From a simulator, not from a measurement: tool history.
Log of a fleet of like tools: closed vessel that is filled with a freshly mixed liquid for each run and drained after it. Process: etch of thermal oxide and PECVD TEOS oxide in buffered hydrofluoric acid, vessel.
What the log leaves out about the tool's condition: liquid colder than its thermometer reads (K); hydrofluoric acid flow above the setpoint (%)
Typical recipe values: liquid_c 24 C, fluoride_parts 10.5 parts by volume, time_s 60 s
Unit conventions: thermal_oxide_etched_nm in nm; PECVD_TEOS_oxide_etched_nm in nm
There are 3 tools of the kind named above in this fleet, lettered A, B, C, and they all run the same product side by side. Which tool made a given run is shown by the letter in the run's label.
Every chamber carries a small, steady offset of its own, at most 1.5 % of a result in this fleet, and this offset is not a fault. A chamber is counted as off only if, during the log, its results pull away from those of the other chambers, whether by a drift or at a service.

run,hour,liquid_c,fluoride_parts,time_s,hours since the thermometer was replaced,hours since the hydrofluoric acid flow meter was replaced,"read-back film thickness of the thermal oxide reference wafer, read on the same gauge (nm)","read-back film thickness of the PECVD TEOS oxide reference wafer, read on the same gauge (nm)",thermal_oxide_etched_nm,PECVD_TEOS_oxide_etched_nm
1B,3.8,24,10.5,60,1980.6,727.7,30.039,50.013,60.182,98.057
2C,11,24,10.5,60,115.5,278.9,29.993,50.003,60.26,99.021
3A,15.3,24,10.5,60,2657.2,482.3,30.023,49.99,60.622,97.514
4B,22.3,24,10.5,60,1999.1,746.2,29.974,49.968,61.308,98.226
5A,28.3,24,10.5,60,2670.2,495.3,29.973,50.012,59.535,97.698
6C,35.9,24,10.5,60,140.4,303.8,30.021,49.987,60.592,99.053
7A,40.7,24,10.5,60,2682.6,507.7,30.054,49.983,60.836,97.909
8C,46.7,24,7,80,151.2,314.6,30.033,50.012,116.56,192.11
9B,52.9,24,7,80,2029.7,776.8,30.03,49.986,118.76,193.78
10C,59.9,24,7,80,164.4,327.8,30.033,50.012,117.07,193.49
11B,66.6,24,10.5,60,2043.4,790.5,30.04,50.018,60.283,98.298
12A,72.4,24,10.5,60,2714.3,539.4,30.047,49.999,60.749,97.901
13A,79.8,24,10.5,60,2721.7,546.8,29.999,49.991,60.82,97.303
14C,86.6,24,10.5,60,191.1,354.5,29.993,49.999,59.934,99.28
15B,90.9,24,10.5,60,2067.7,814.8,29.975,49.994,60.07,98.345
16C,97.2,24,10.5,60,201.7,365.1,30.059,49.982,59.26,99.23
17B,102,19,13.5,60,2078.8,825.9,30.028,50.005,35.629,57.823
18A,108.5,19,13.5,60,2750.4,575.5,29.961,49.996,36.444,57.865
19C,114.3,19,13.5,60,218.8,382.2,30.037,50.006,35.475,58.607
20B,118.9,24,10.5,60,2095.7,842.8,30.024,49.971,60.279,98.066
21A,123.9,24,13,60,2765.8,590.9,30.013,50.003,48.847,79.581
22A,131.3,24,13,60,2773.2,598.3,29.99,50.006,49.214,79.459
23B,136.9,24,13,60,2113.7,860.8,30.01,49.999,49.541,79.907
24C,142.4,24,10.5,60,246.9,410.3,29.99,49.981,59.559,98.369
25C,150,24,10.5,60,254.5,417.9,30.012,49.99,60.651,98.602
26A,154.1,24,10.5,60,2796,621.1,29.99,50.02,60.808,97.479
27B,161.7,24,10.5,60,2138.5,885.6,29.987,50.012,59.995,98.275
28C,166.9,24,10.5,60,271.4,434.8,29.986,50.027,59.516,99.522
29B,172.8,24,10.5,60,2149.6,896.7,30.023,49.99,60.475,98.356
30A,177.8,24,10.5,60,2819.7,644.8,29.983,50.029,61.436,97.943
31A,185.5,24,10.5,60,2827.4,652.5,29.999,50.002,62.259,98.124
32C,189.8,24,10.5,60,294.3,457.7,30.01,49.981,60.029,98.871
33B,196.6,24,10.5,60,2173.4,920.5,30.015,49.993,59.767,98.011
34B,200,24,10.5,60,2176.8,923.9,30.024,50.01,60.125,98.034
35A,204.7,24,10.5,60,2846.6,671.7,29.971,49.977,60.602,98.307
36C,209.8,24,10.5,60,314.3,477.7,30.01,50.002,59.903,99.154
37B,215.4,24,10.5,60,2192.2,939.3,29.987,49.993,60.125,98.521
# hour 215.6: chamber A: thermometer replaced
38A,220.2,24,10.5,60,4.7,687.2,29.987,50.033,61.102,97.713
39C,224.8,24,10.5,60,329.3,492.7,29.963,50.027,60.209,98.572
40A,228.3,24,10.5,60,12.8,695.3,29.984,49.992,59.908,97.504
41C,232.8,24,10.5,60,337.3,500.7,30.012,50.006,59.329,98.986

Read the log: is a single chamber off, either drifting away or since a service, is the gauge that measures every chamber drifting, or is nothing wrong beyond small per-chamber offsets? Name any odd chamber and what most likely caused it.

No chamber stands off beyond its own small offset, and the gauge holds steady.
